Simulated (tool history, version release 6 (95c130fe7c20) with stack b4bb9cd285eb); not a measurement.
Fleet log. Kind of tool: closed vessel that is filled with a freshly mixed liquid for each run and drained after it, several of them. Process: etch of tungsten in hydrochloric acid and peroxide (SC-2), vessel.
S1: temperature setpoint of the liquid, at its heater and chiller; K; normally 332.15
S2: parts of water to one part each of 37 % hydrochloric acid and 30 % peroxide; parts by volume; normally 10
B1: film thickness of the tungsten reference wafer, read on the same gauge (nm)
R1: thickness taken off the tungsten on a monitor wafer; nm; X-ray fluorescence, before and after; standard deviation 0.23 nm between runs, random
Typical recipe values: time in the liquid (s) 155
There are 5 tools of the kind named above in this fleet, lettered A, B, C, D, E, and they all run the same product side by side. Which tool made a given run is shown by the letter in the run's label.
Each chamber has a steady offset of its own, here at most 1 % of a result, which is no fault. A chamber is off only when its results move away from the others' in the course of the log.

{"run": "1A", "day": 0.162, "S1": 332.15, "S2": 10, "time in the liquid (s)": 155, "B1": 49.992, "R1": 35.762}
{"run": "2D", "day": 0.296, "S1": 332.15, "S2": 10, "time in the liquid (s)": 155, "B1": 50.002, "R1": 35.784}
{"run": "3C", "day": 0.517, "S1": 332.15, "S2": 10, "time in the liquid (s)": 155, "B1": 50.021, "R1": 35.914}
{"run": "4B", "day": 0.642, "S1": 332.15, "S2": 10, "time in the liquid (s)": 155, "B1": 50.008, "R1": 35.774}
{"run": "5E", "day": 0.792, "S1": 332.15, "S2": 10, "time in the liquid (s)": 155, "B1": 49.971, "R1": 35.807}
{"run": "6B", "day": 0.983, "S1": 332.15, "S2": 13.5, "time in the liquid (s)": 235, "B1": 49.989, "R1": 42.137}
{"run": "7E", "day": 1.225, "S1": 332.15, "S2": 13.5, "time in the liquid (s)": 235, "B1": 50.031, "R1": 41.961}
{"run": "8C", "day": 1.454, "S1": 332.15, "S2": 13.5, "time in the liquid (s)": 235, "B1": 50.019, "R1": 42.219}
{"run": "9A", "day": 1.658, "S1": 332.15, "S2": 13.5, "time in the liquid (s)": 235, "B1": 50.027, "R1": 41.76}
{"run": "10D", "day": 1.908, "S1": 332.15, "S2": 13.5, "time in the liquid (s)": 235, "B1": 49.971, "R1": 42.342}
{"run": "11E", "day": 2.092, "S1": 332.15, "S2": 10, "time in the liquid (s)": 155, "B1": 49.94, "R1": 35.977}
{"run": "12C", "day": 2.283, "S1": 332.15, "S2": 10, "time in the liquid (s)": 155, "B1": 49.983, "R1": 36.447}
{"day": 2.504, "done": "chamber B: new drum of peroxide connected"}
{"run": "13B", "day": 2.542, "S1": 332.15, "S2": 10, "time in the liquid (s)": 155, "B1": 50.013, "R1": 36.213}
{"run": "14D", "day": 2.733, "S1": 332.15, "S2": 10, "time in the liquid (s)": 155, "B1": 50.008, "R1": 35.833}
{"run": "15A", "day": 2.85, "S1": 332.15, "S2": 10, "time in the liquid (s)": 155, "B1": 49.966, "R1": 35.792}
{"run": "16E", "day": 3.054, "S1": 332.15, "S2": 10, "time in the liquid (s)": 155, "B1": 49.986, "R1": 35.383}
{"run": "17B", "day": 3.204, "S1": 332.15, "S2": 10, "time in the liquid (s)": 155, "B1": 49.967, "R1": 37.083}
{"day": 3.225, "done": "chamber D: thermometer replaced"}
{"run": "18A", "day": 3.342, "S1": 332.15, "S2": 10, "time in the liquid (s)": 155, "B1": 50.023, "R1": 35.882}
{"run": "19C", "day": 3.471, "S1": 332.15, "S2": 10, "time in the liquid (s)": 155, "B1": 50.001, "R1": 36.445}
{"run": "20D", "day": 3.638, "S1": 332.15, "S2": 10, "time in the liquid (s)": 155, "B1": 50.006, "R1": 35.75}
{"run": "21C", "day": 3.779, "S1": 332.15, "S2": 10, "time in the liquid (s)": 155, "B1": 49.99, "R1": 35.774}
{"run": "22B", "day": 3.954, "S1": 332.15, "S2": 10, "time in the liquid (s)": 155, "B1": 50.04, "R1": 37.417}
{"run": "23A", "day": 4.175, "S1": 332.15, "S2": 10, "time in the liquid (s)": 155, "B1": 50.019, "R1": 35.942}
{"day": 4.375, "done": "chamber E: new drum of peroxide connected"}
{"run": "24E", "day": 4.4, "S1": 332.15, "S2": 10, "time in the liquid (s)": 155, "B1": 50.006, "R1": 35.397}
{"run": "25D", "day": 4.538, "S1": 332.15, "S2": 10, "time in the liquid (s)": 155, "B1": 50.025, "R1": 35.624}
{"run": "26C", "day": 4.775, "S1": 332.15, "S2": 10, "time in the liquid (s)": 155, "B1": 49.985, "R1": 36.162}
{"run": "27B", "day": 5.0, "S1": 332.15, "S2": 10, "time in the liquid (s)": 155, "B1": 50.019, "R1": 38.294}
{"run": "28A", "day": 5.204, "S1": 332.15, "S2": 10, "time in the liquid (s)": 155, "B1": 49.977, "R1": 35.935}
{"run": "29D", "day": 5.438, "S1": 332.15, "S2": 10, "time in the liquid (s)": 155, "B1": 49.998, "R1": 36.207}
{"run": "30E", "day": 5.692, "S1": 332.15, "S2": 10, "time in the liquid (s)": 155, "B1": 49.982, "R1": 35.988}
{"run": "31E", "day": 5.9, "S1": 332.15, "S2": 10, "time in the liquid (s)": 155, "B1": 50, "R1": 35.796}
{"run": "32A", "day": 6.075, "S1": 332.15, "S2": 10, "time in the liquid (s)": 155, "B1": 49.97, "R1": 35.687}

Decide between three cases: one chamber stands off from its peers, the gauge reading all wafers drifts, or nothing is wrong past each chamber's small offset. Where a chamber is off, say which and what most likely put it there.

Little by little, chamber B moves away from the other chambers.
Likeliest cause: chemicals flow above the setpoint (%) = 10.6.
The log may not tell that from: liquid hotter than its thermometer reads (K).

Which of the 4 candidates below, each the usual settings with something changed and its results left as question marks, puts chamber B back in line with what the other chambers give on the usual settings?
A result is in line if it is within this distance of the other chambers' mean on the usual settings: R1 0.82 nm
{"run": "33B-1", "day": 6.262, "S1": 331.65, "S2": 10, "time in the liquid (s)": 155, "R1": "?"}
{"run": "33B-2", "day": 6.262, "S1": 332.15, "S2": 9, "time in the liquid (s)": 155, "R1": "?"}
{"run": "33B-3", "day": 6.262, "S1": 332.65, "S2": 10, "time in the liquid (s)": 155, "R1": "?"}
{"run": "33B-4", "day": 6.262, "S1": 332.15, "S2": 11, "time in the liquid (s)": 155, "R1": "?"}

Usual-settings mean across the other chambers: R1 35.929 nm
run=33B-1 R1=37.613
run=33B-2 R1=42.334
run=33B-3 R1=40.114
run=33B-4 R1=35.887
33B-4 is the one that brings the chamber's results back in line with the other chambers.

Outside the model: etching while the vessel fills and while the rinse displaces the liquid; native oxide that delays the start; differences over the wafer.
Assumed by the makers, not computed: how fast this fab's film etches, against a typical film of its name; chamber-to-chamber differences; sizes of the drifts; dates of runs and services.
